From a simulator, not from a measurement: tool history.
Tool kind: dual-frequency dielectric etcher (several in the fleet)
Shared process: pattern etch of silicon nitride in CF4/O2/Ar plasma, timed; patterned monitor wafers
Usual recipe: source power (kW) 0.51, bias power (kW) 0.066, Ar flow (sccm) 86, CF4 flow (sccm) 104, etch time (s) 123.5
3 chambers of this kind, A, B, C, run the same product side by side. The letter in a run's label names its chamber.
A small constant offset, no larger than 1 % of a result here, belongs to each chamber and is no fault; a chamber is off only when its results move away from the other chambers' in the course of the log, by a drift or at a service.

run,hour,source power (kW),bias power (kW),Ar flow (sccm),CF4 flow (sccm),etch time (s),"read-back reference wafer on the same gauge, depth_nm",mean etch depth across the wafer (Å)
1C,6,0.51,0.066,86,104,123.5,317.81,2706.7
2A,9.8,0.51,0.066,86,104,123.5,317.81,2722.9
3B,15.5,0.51,0.066,86,104,123.5,317.98,2699.2
4C,20.3,0.51,0.066,86,104,123.5,317.97,2699.5
5A,24.9,0.51,0.066,86,104,123.5,318.42,2741.4
6B,31.8,0.46,0.066,86,104,123.5,318.5,2485.6
7C,36.9,0.46,0.066,86,104,123.5,317.72,2460.3
8B,42.4,0.46,0.066,86,104,123.5,318.07,2487
9A,47.8,0.51,0.066,86,104,123.5,317.81,2735.3
10C,53.6,0.51,0.066,86,104,123.5,318.04,2720.9
11B,57.3,0.51,0.066,86,104,123.5,318.1,2684.3
# hour 60.2: chamber A: wet clean of the chamber
12A,61.7,0.51,0.066,86,104,123.5,318.14,2725.6
13B,66,0.51,0.066,68,104,123.5,317.38,2747
14A,70.3,0.51,0.066,68,104,123.5,318.38,2790
15C,76.7,0.51,0.066,68,104,123.5,317.84,2790
16B,82.8,0.51,0.066,86,104,123.5,317.97,2689
17C,88.4,0.51,0.066,86,104,123.5,318.17,2769.1
18A,94.1,0.51,0.066,86,104,123.5,318.07,2736.7
19B,101.1,0.51,0.066,86,104,123.5,318.15,2680.6
20A,104.9,0.51,0.066,86,104,123.5,317.94,2732.4
21C,112,0.51,0.066,86,104,123.5,317.94,2772.8
22B,116.1,0.51,0.066,86,104,123.5,317.95,2675.9
23C,122.9,0.51,0.066,86,104,123.5,317.9,2767.2
24A,129.8,0.51,0.066,86,104,123.5,318.06,2770.5
25C,137.2,0.51,0.066,86,104,123.5,318.06,2753.3
26B,145.2,0.51,0.066,86,104,123.5,318.25,2679
27A,151.4,0.51,0.066,86,104,123.5,318.07,2733
28B,157.2,0.51,0.066,86,104,123.5,317.76,2707.5
29A,162.8,0.51,0.066,86,104,123.5,318.18,2741.3
30C,167.5,0.51,0.066,86,104,123.5,317.64,2805.5

Predict what each chamber gives when all 3 of them run the settings below next.
31A,173.3,0.51,0.066,86,104,123.5,,?
31B,173.3,0.51,0.066,86,104,123.5,,?
31C,173.3,0.51,0.066,86,104,123.5,,?

run,mean etch depth across the wafer (Å)
31A,2753.1
31B,2687
31C,2786.7
